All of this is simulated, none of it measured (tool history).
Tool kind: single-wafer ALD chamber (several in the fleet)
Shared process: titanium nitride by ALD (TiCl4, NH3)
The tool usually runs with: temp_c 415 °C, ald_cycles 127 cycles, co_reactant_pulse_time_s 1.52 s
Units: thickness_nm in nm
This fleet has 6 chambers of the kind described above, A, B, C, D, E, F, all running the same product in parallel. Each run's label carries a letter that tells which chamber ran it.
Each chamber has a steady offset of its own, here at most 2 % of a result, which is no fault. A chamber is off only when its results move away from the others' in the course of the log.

| run | hour | temp_c | ald_cycles | co_reactant_pulse_time_s | hours since the last thermocouple change | read-back reference wafer on the same gauge, thickness_nm | thickness_nm |
|---|---|---|---|---|---|---|---|
| 1B | 3.6 | 415 | 127 | 1.52 | 515.7 | 2.6513 | 2.8167 |
| 2A | 5.8 | 415 | 127 | 1.52 | 419.9 | 2.6504 | 2.7783 |
| 3E | 9.1 | 415 | 127 | 1.52 | 1943.7 | 2.6495 | 2.7776 |
| 4C | 11.3 | 415 | 127 | 1.52 | 709.0 | 2.6492 | 2.7737 |
| 5F | 13.5 | 415 | 127 | 1.52 | 955.3 | 2.6498 | 2.7544 |
| 6D | 17.2 | 415 | 127 | 1.52 | 104.5 | 2.6510 | 2.7924 |
| 7E | 19.4 | 415 | 127 | 1.08 | 1954.0 | 2.6494 | 2.7467 |
| 8F | 22.0 | 415 | 127 | 1.08 | 963.8 | 2.6496 | 2.7099 |
| 9A | 26.2 | 415 | 127 | 1.08 | 440.3 | 2.6510 | 2.7322 |
| 10B | 29.8 | 415 | 127 | 1.08 | 541.9 | 2.6502 | 2.7915 |
| 11C | 31.9 | 415 | 127 | 1.08 | 729.6 | 2.6503 | 2.7359 |
| 12D | 34.0 | 415 | 127 | 1.08 | 121.3 | 2.6489 | 2.7600 |
| 13A | 37.9 | 415 | 127 | 1.52 | 452.0 | 2.6496 | 2.7764 |
| 14E | 41.4 | 415 | 127 | 1.52 | 1976.0 | 2.6513 | 2.7817 |
| 15C | 45.6 | 415 | 127 | 1.52 | 743.3 | 2.6492 | 2.7778 |
| 16D | 49.5 | 415 | 139 | 1.52 | 136.8 | 2.6493 | 3.0626 |
| 17B | 52.6 | 415 | 139 | 1.52 | 564.7 | 2.6508 | 3.0876 |
| 18F | 55.1 | 415 | 139 | 1.52 | 996.9 | 2.6481 | 3.0102 |
| 19D | 59.3 | 415 | 139 | 1.52 | 146.6 | 2.6500 | 3.0546 |
| 20E | 61.4 | 415 | 139 | 1.52 | 1996.0 | 2.6498 | 3.0555 |
| 21C | 63.6 | 415 | 139 | 1.52 | 761.3 | 2.6485 | 3.0268 |
| 22F | 66.5 | 415 | 127 | 1.52 | 1008.3 | 2.6506 | 2.7529 |
| 23B | 70.8 | 415 | 127 | 1.52 | 582.9 | 2.6516 | 2.8346 |
| 24A | 75.1 | 415 | 109 | 2.00 | 489.2 | 2.6493 | 2.4045 |
| 25B | 79.3 | 415 | 109 | 2.00 | 591.4 | 2.6499 | 2.4489 |
| 26F | 81.4 | 415 | 109 | 2.00 | 1023.2 | 2.6500 | 2.3798 |
| 27A | 84.3 | 415 | 109 | 2.00 | 498.4 | 2.6489 | 2.4001 |
| 28E | 87.4 | 415 | 109 | 2.00 | 2022.0 | 2.6498 | 2.4216 |
| 29C | 90.5 | 415 | 109 | 2.00 | 788.2 | 2.6503 | 2.4098 |
| 30D | 93.6 | 415 | 127 | 1.52 | 180.9 | 2.6500 | 2.7986 |
| 31C | 97.4 | 415 | 127 | 1.52 | 795.1 | 2.6486 | 2.7808 |
| 32F | 101.3 | 415 | 127 | 1.52 | 1043.1 | 2.6481 | 2.7491 |
| 33E | 105.3 | 402 | 127 | 1.73 | 2039.9 | 2.6519 | 2.7744 |
| 34B | 107.6 | 402 | 127 | 1.73 | 619.7 | 2.6492 | 2.8349 |
| 35A | 111.9 | 402 | 127 | 1.73 | 526.0 | 2.6503 | 2.7716 |
| 36D | 114.8 | 402 | 127 | 1.73 | 202.1 | 2.6480 | 2.7874 |
| 37B | 118.1 | 402 | 127 | 1.73 | 630.2 | 2.6509 | 2.8216 |
| 38C | 122.2 | 402 | 127 | 1.73 | 819.9 | 2.6496 | 2.7777 |
| 39D | 125.6 | 415 | 127 | 1.52 | 212.9 | 2.6487 | 2.7850 |

Next, all 6 chambers run the settings below, one line each with question marks for the results. What does each chamber give?
| 40A | 128.8 | 424 | 127 | 1.52 |  |  | ? |
| 40B | 128.8 | 424 | 127 | 1.52 |  |  | ? |
| 40C | 128.8 | 424 | 127 | 1.52 |  |  | ? |
| 40D | 128.8 | 424 | 127 | 1.52 |  |  | ? |
| 40E | 128.8 | 424 | 127 | 1.52 |  |  | ? |
| 40F | 128.8 | 424 | 127 | 1.52 |  |  | ? |

| run | thickness_nm |
|---|---|
| 40A | 2.7808 |
| 40B | 2.8381 |
| 40C | 2.7820 |
| 40D | 2.8055 |
| 40E | 2.8096 |
| 40F | 2.7640 |
